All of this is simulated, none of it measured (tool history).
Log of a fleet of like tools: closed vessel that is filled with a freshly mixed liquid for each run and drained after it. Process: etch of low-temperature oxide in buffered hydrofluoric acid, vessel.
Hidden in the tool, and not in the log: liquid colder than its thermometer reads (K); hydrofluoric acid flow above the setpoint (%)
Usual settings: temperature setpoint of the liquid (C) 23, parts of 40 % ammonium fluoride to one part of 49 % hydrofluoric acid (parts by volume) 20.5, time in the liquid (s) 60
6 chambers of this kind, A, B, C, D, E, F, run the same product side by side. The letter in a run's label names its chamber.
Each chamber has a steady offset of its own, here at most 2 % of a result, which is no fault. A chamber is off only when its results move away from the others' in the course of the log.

| run | hour | temperature setpoint of the liquid (C) | parts of 40 % ammonium fluoride to one part of 49 % hydrofluoric acid (parts by volume) | time in the liquid (s) | hours since the thermometer was replaced | hours since the hydrofluoric acid flow meter was replaced | read-back film thickness of the low-temperature oxide reference wafer, read on the same gauge (nm) | thickness taken off the low-temperature oxide on a monitor wafer (Å) |
|---|---|---|---|---|---|---|---|---|
| 1E | 13.1 | 23 | 20.5 | 60 | 521.5 | 787.7 | 69.974 | 561.15 |
| 2A | 25.9 | 23 | 20.5 | 60 | 36 | 675.6 | 69.983 | 565.05 |
| 3D | 33.1 | 23 | 20.5 | 60 | 1287.6 | 1475.3 | 69.998 | 569.11 |
| 4F | 43.5 | 23 | 20.5 | 60 | 239.3 | 887 | 69.99 | 574.01 |
| 5C | 54.1 | 23 | 20.5 | 60 | 274.7 | 56.8 | 69.993 | 567.45 |
| 6B | 66.8 | 23 | 14 | 60 | 701.9 | 1664.4 | 69.979 | 832.91 |
|  | 77 | chamber B: hydrofluoric acid flow meter replaced |
| 7C | 79.9 | 23 | 14 | 60 | 300.5 | 82.6 | 69.979 | 812.74 |
| 8A | 87.3 | 23 | 14 | 60 | 97.4 | 737 | 69.997 | 811.09 |
| 9B | 94.4 | 23 | 14 | 60 | 729.5 | 17.5 | 70.009 | 815.82 |
| 10E | 107.3 | 23 | 14 | 60 | 615.7 | 881.9 | 70.023 | 810.22 |
|  | 109.7 | chamber E: thermometer replaced |
| 11D | 120.7 | 23 | 14 | 60 | 1375.2 | 1562.9 | 70.017 | 810.21 |
|  | 126.4 | chamber F: hydrofluoric acid flow meter replaced |
| 12F | 130.7 | 23 | 20.5 | 60 | 326.5 | 4.4 | 70.003 | 577.13 |
|  | 140.2 | chamber D: hydrofluoric acid flow meter replaced |
| 13A | 142.2 | 23 | 20.5 | 40 | 152.3 | 791.9 | 70.023 | 376.92 |
| 14C | 151.6 | 23 | 20.5 | 40 | 372.2 | 154.3 | 69.964 | 376.22 |
| 15E | 159.2 | 23 | 20.5 | 40 | 49.5 | 933.8 | 69.985 | 374.78 |
| 16F | 167.9 | 23 | 20.5 | 40 | 363.7 | 41.6 | 69.995 | 380.42 |
| 17D | 176.6 | 23 | 20.5 | 40 | 1431.1 | 36.5 | 70.02 | 376.65 |
| 18B | 189.2 | 23 | 20.5 | 40 | 824.3 | 112.3 | 70.006 | 376.46 |
| 19C | 198.7 | 23 | 28 | 60 | 419.3 | 201.4 | 70.027 | 453.19 |
| 20D | 207.4 | 23 | 28 | 60 | 1461.9 | 67.3 | 69.972 | 461 |
| 21F | 215 | 23 | 28 | 60 | 410.8 | 88.7 | 70.002 | 459.75 |
| 22E | 226.3 | 23 | 28 | 60 | 116.6 | 1000.9 | 70.012 | 456.32 |
| 23B | 233.6 | 23 | 28 | 60 | 868.7 | 156.7 | 69.987 | 456.73 |
| 24A | 245.3 | 23 | 28 | 60 | 255.4 | 895 | 69.992 | 457.49 |
| 25A | 257.1 | 23 | 20.5 | 60 | 267.2 | 906.8 | 69.992 | 567 |
| 26E | 264.2 | 23 | 20.5 | 60 | 154.5 | 1038.8 | 69.963 | 567.08 |
| 27D | 270.7 | 23 | 20.5 | 60 | 1525.2 | 130.6 | 69.994 | 561.43 |
| 28F | 285 | 23 | 20.5 | 60 | 480.8 | 158.7 | 69.981 | 572.74 |
|  | 291 | chamber E: hydrofluoric acid flow meter replaced |
| 29C | 297.3 | 23 | 20.5 | 60 | 517.9 | 300 | 69.991 | 550.71 |
| 30B | 306.3 | 23 | 20.5 | 60 | 941.4 | 229.4 | 69.985 | 566.4 |
| 31D | 316.6 | 27.5 | 24 | 60 | 1571.1 | 176.5 | 69.998 | 645.17 |
| 32A | 331.1 | 27.5 | 24 | 60 | 341.2 | 980.8 | 69.998 | 649.78 |
| 33C | 344.5 | 27.5 | 24 | 60 | 565.1 | 347.2 | 70.034 | 615.02 |
| 34E | 354.6 | 27.5 | 24 | 60 | 244.9 | 63.7 | 69.986 | 645.02 |
| 35B | 362.3 | 27.5 | 24 | 60 | 997.4 | 285.4 | 69.987 | 648.3 |
| 36F | 371.8 | 27.5 | 24 | 60 | 567.6 | 245.5 | 69.978 | 659.42 |
| 37E | 380.4 | 23 | 20.5 | 60 | 270.7 | 89.5 | 70.019 | 564.48 |
| 38A | 388.2 | 23 | 20.5 | 60 | 398.3 | 1037.9 | 70.012 | 565.37 |
| 39F | 395.4 | 19.5 | 23 | 60 | 591.2 | 269.1 | 69.996 | 431.51 |
| 40C | 409.5 | 19.5 | 23 | 60 | 630.1 | 412.2 | 69.993 | 407.2 |
| 41B | 421.8 | 19.5 | 23 | 60 | 1056.9 | 344.9 | 69.982 | 429.66 |
| 42D | 436.1 | 19.5 | 23 | 60 | 1690.6 | 296 | 70.016 | 430.81 |

Is one chamber off against the others, does the gauge drift, or is nothing wrong? If a chamber is off, say which, and what the likeliest cause is.

Chamber C drifts away from the others.
Cause: liquid colder than its thermometer reads (K) = 1.15.
The log may not tell that from: hydrofluoric acid flow below the setpoint (%).

Here are 4 candidates for chamber C's next run, each the usual settings with a change, their results left as question marks. Which one brings its results back in line with what the others give on the usual settings?
In line means no further than this from the other chambers' mean on the usual settings: thickness taken off the low-temperature oxide on a monitor wafer (Å) 10
| 43C-1 | 446.5 | 23 | 22.5 | 60 |  |  |  | ? |
| 43C-2 | 446.5 | 23 | 24.5 | 60 |  |  |  | ? |
| 43C-3 | 446.5 | 23.5 | 19.5 | 60 |  |  |  | ? |
| 43C-4 | 446.5 | 23.5 | 20 | 65 |  |  |  | ? |

The other chambers' mean on the usual settings: thickness taken off the low-temperature oxide on a monitor wafer (Å) 566.51
| run | thickness taken off the low-temperature oxide on a monitor wafer (Å) |
|---|---|
| 43C-1 | 498.3 |
| 43C-2 | 470.23 |
| 43C-3 | 568.79 |
| 43C-4 | 601.19 |
43C-3 brings the chamber back in line.
